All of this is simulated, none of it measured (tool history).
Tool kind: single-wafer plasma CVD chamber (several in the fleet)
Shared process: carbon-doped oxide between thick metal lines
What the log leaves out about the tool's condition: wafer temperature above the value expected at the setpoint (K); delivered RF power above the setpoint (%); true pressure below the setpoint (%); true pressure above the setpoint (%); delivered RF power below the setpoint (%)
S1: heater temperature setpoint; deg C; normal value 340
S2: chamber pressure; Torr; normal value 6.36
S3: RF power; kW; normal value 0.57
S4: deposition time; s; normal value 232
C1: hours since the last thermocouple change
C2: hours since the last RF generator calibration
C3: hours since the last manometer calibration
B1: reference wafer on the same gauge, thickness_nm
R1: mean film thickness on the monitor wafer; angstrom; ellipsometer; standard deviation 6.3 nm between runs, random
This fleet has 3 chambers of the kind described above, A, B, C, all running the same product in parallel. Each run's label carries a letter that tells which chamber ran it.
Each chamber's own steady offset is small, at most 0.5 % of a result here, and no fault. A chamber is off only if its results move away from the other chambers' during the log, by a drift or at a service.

run	hour	S1	S2	S3	S4	C1	C2	C3	B1	R1
1B	6.7	340	6.36	0.57	232	683.2	267.9	1068.9	1578.2	13402
2A	17	340	6.36	0.57	232	1471.6	1116	840.8	1581.2	13444
3C	27.2	340	6.36	0.57	232	1841.4	815.4	1256.6	1579.1	13372
4C	39.5	340	6.36	0.57	232	1853.7	827.7	1268.9	1579.7	13455
5A	49.7	340	6.36	0.57	232	1504.3	1148.7	873.5	1579.8	13402
# hour 50.4: chamber C: thermocouple changed; heater temperature recalibrated
6B	59.9	340	6.36	0.57	232	736.4	321.1	1122.1	1581.1	13465
7C	66.8	340	6.36	0.57	232	16.4	855	1296.2	1579.6	13431
8B	76	340	6.36	0.57	232	752.5	337.2	1138.2	1579.5	13457
9A	88.3	340	6.36	0.57	232	1542.9	1187.3	912.1	1581.8	13374
10C	101.6	340	6.36	0.57	232	51.2	889.8	1331	1579.6	13422
11A	107.8	340	6.36	0.57	232	1562.4	1206.8	931.6	1578.8	13293
12B	122.2	340	6.36	0.57	232	798.7	383.4	1184.4	1581.3	13426
13C	133.8	340	6.36	0.57	232	83.4	922	1363.2	1577.4	13461
14A	147.5	340	6.36	0.675	232	1602.1	1246.5	971.3	1580.1	14860
15B	156.1	340	6.36	0.675	232	832.6	417.3	1218.3	1579.9	14738
16A	164.6	340	6.36	0.675	232	1619.2	1263.6	988.4	1579.9	14832
17C	175.4	340	6.36	0.57	232	125	963.6	1404.8	1582.1	13433
18B	184.2	340	6.36	0.57	232	860.7	445.4	1246.4	1577.6	13404
19C	198.5	340	6.36	0.57	232	148.1	986.7	1427.9	1580.1	13330
20A	211.1	340	6.36	0.57	232	1665.7	1310.1	1034.9	1578.6	13466
21B	225.1	328	6.36	0.57	266	901.6	486.3	1287.3	1580.2	16046
22A	232.7	328	6.36	0.57	266	1687.3	1331.7	1056.5	1580.1	15921
23B	245.2	328	6.36	0.57	266	921.7	506.4	1307.4	1580.1	15853

The same settings go to every chamber for the next run, one line per chamber below. Forecast the results for each:
24A	255.6	349	6.36	0.57	232					?
24B	255.6	349	6.36	0.57	232					?
24C	255.6	349	6.36	0.57	232					?

run	R1
24A	12934
24B	13159
24C	13166
